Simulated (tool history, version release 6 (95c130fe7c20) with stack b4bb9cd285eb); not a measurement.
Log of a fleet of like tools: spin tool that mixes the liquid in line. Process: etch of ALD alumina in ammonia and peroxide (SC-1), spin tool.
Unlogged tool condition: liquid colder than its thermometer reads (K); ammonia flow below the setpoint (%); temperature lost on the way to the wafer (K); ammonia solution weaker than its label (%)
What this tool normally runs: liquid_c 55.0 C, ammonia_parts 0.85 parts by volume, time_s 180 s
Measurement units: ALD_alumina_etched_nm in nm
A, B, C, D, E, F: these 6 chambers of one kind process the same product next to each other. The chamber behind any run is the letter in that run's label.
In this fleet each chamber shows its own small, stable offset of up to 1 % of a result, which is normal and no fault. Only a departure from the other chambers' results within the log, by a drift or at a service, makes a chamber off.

| run | hour | liquid_c | ammonia_parts | time_s | hours since the thermometer was replaced | hours since the ammonia flow meter was replaced | hours since the heated supply line was repaired | hours since the drum of ammonia solution was connected | read-back film thickness of the ALD alumina reference wafer, read on the same gauge (nm) | ALD_alumina_etched_nm |
|---|---|---|---|---|---|---|---|---|---|---|
| 1F | 6.3 | 55.0 | 0.85 | 180 | 789.1 | 1294.8 | 345.8 | 505.4 | 60.019 | 8.9425 |
| 2D | 16.1 | 55.0 | 0.85 | 180 | 2014.2 | 1181.8 | 899.2 | 1103.6 | 60.014 | 9.0602 |
| 3B | 28.2 | 55.0 | 0.85 | 180 | 279.8 | 2409.5 | 2116.2 | 74.0 | 59.981 | 8.9567 |
|  | 36.0 | chamber B: ammonia flow meter replaced |
| 4A | 40.2 | 55.0 | 0.85 | 180 | 2608.8 | 738.6 | 236.6 | 70.0 | 59.988 | 9.1099 |
| 5E | 47.1 | 55.0 | 0.85 | 180 | 1877.4 | 347.7 | 773.5 | 234.4 | 59.998 | 9.0251 |
| 6C | 58.0 | 55.0 | 0.85 | 180 | 1305.5 | 876.4 | 1271.4 | 476.7 | 60.043 | 8.9343 |
|  | 63.8 | chamber D: new drum of ammonia solution connected |
| 7F | 69.5 | 55.0 | 0.85 | 180 | 852.3 | 1358.0 | 409.0 | 568.6 | 59.983 | 8.9476 |
| 8D | 79.7 | 47.0 | 0.85 | 275 | 2077.8 | 1245.4 | 962.8 | 16.0 | 60.029 | 8.9845 |
| 9E | 85.8 | 47.0 | 0.85 | 275 | 1916.1 | 386.4 | 812.2 | 273.1 | 59.984 | 9.0131 |
|  | 91.8 | chamber D: thermometer replaced |
| 10A | 93.8 | 47.0 | 0.85 | 275 | 2662.4 | 792.2 | 290.2 | 123.6 | 60.047 | 9.0068 |
| 11C | 103.0 | 47.0 | 0.85 | 275 | 1350.5 | 921.4 | 1316.4 | 521.7 | 60.017 | 8.9599 |
| 12B | 114.2 | 47.0 | 0.85 | 275 | 365.8 | 78.2 | 2202.2 | 160.0 | 59.953 | 8.9220 |
| 13C | 122.1 | 47.0 | 0.85 | 275 | 1369.6 | 940.5 | 1335.5 | 540.8 | 60.023 | 8.9327 |
|  | 122.4 | chamber F: new drum of ammonia solution connected |
| 14E | 131.2 | 55.0 | 0.85 | 180 | 1961.5 | 431.8 | 857.6 | 318.5 | 59.979 | 8.9772 |
| 15F | 141.1 | 55.0 | 1.20 | 180 | 923.9 | 1429.6 | 480.6 | 18.8 | 60.009 | 9.1836 |
| 16D | 148.2 | 55.0 | 1.20 | 180 | 56.4 | 1313.9 | 1031.3 | 84.5 | 60.011 | 9.3803 |
| 17A | 159.7 | 55.0 | 1.20 | 180 | 2728.3 | 858.1 | 356.1 | 189.5 | 60.003 | 9.3234 |
| 18B | 165.8 | 55.0 | 1.20 | 180 | 417.4 | 129.8 | 2253.8 | 211.6 | 59.978 | 9.3302 |
| 19C | 178.0 | 55.0 | 1.20 | 180 | 1425.5 | 996.4 | 1391.4 | 596.7 | 60.011 | 9.2231 |
| 20D | 185.8 | 55.0 | 1.20 | 180 | 94.0 | 1351.5 | 1068.9 | 122.1 | 60.034 | 9.4183 |
| 21E | 192.3 | 55.0 | 0.85 | 180 | 2022.6 | 492.9 | 918.7 | 379.6 | 60.004 | 9.0342 |
| 22F | 198.5 | 55.0 | 0.85 | 180 | 981.3 | 1487.0 | 538.0 | 76.2 | 59.990 | 8.9695 |
| 23B | 209.8 | 55.0 | 0.85 | 180 | 461.4 | 173.8 | 2297.8 | 255.6 | 60.018 | 8.9715 |
| 24A | 219.5 | 55.0 | 0.85 | 180 | 2788.1 | 917.9 | 415.9 | 249.3 | 60.018 | 8.9813 |
|  | 223.2 | chamber E: ammonia flow meter replaced |
| 25D | 232.5 | 55.0 | 0.85 | 180 | 140.7 | 1398.2 | 1115.6 | 168.8 | 60.009 | 9.1285 |
|  | 235.2 | chamber A: new drum of ammonia solution connected |
| 26C | 242.0 | 55.0 | 0.85 | 180 | 1489.5 | 1060.4 | 1455.4 | 660.7 | 60.029 | 9.0429 |
|  | 245.7 | chamber E: thermometer replaced |
| 27A | 252.4 | 62.0 | 0.85 | 100 | 2821.0 | 950.8 | 448.8 | 17.2 | 60.038 | 7.2473 |
|  | 252.8 | chamber A: thermometer replaced |
| 28B | 264.1 | 62.0 | 0.85 | 100 | 515.7 | 228.1 | 2352.1 | 309.9 | 60.026 | 7.2492 |
| 29F | 270.6 | 62.0 | 0.85 | 100 | 1053.4 | 1559.1 | 610.1 | 148.3 | 59.977 | 7.1698 |
|  | 273.3 | chamber B: new drum of ammonia solution connected |
| 30E | 279.0 | 62.0 | 0.85 | 100 | 33.3 | 55.8 | 1005.4 | 466.3 | 59.990 | 7.2201 |
| 31F | 290.7 | 62.0 | 0.85 | 100 | 1073.5 | 1579.2 | 630.2 | 168.4 | 60.017 | 7.1551 |
| 32E | 299.0 | 62.0 | 0.85 | 100 | 53.3 | 75.8 | 1025.4 | 486.3 | 59.977 | 7.1936 |
| 33D | 305.5 | 55.0 | 0.85 | 180 | 213.7 | 1471.2 | 1188.6 | 241.8 | 60.004 | 8.9335 |
| 34A | 317.8 | 55.0 | 0.85 | 180 | 65.0 | 1016.2 | 514.2 | 82.6 | 60.007 | 9.1097 |
| 35B | 326.9 | 55.0 | 0.85 | 180 | 578.5 | 290.9 | 2414.9 | 53.6 | 59.991 | 9.0987 |
| 36C | 338.0 | 55.0 | 0.85 | 180 | 1585.5 | 1156.4 | 1551.4 | 756.7 | 60.009 | 9.0609 |
| 37F | 344.2 | 55.0 | 0.85 | 180 | 1127.0 | 1632.7 | 683.7 | 221.9 | 59.978 | 9.0580 |
|  | 349.2 | chamber B: thermometer replaced |
| 38B | 350.6 | 55.0 | 0.85 | 180 | 1.4 | 314.6 | 2438.6 | 77.3 | 60.033 | 8.9824 |
| 39C | 360.8 | 51.5 | 0.85 | 180 | 1608.3 | 1179.2 | 1574.2 | 779.5 | 59.984 | 7.5793 |
| 40A | 373.1 | 51.5 | 0.85 | 180 | 120.3 | 1071.5 | 569.5 | 137.9 | 60.039 | 7.4897 |
| 41D | 379.9 | 51.5 | 0.85 | 180 | 288.1 | 1545.6 | 1263.0 | 316.2 | 60.009 | 7.4904 |
| 42E | 389.5 | 51.5 | 0.85 | 180 | 143.8 | 166.3 | 1115.9 | 576.8 | 59.991 | 7.5000 |

One chamber off, gauge drift, or nothing amiss beyond the chambers' own small offsets? If it is a chamber, which one, and what is the likeliest cause?

Neither any chamber nor the gauge drifts; the chambers differ only by their own small, steady offsets.
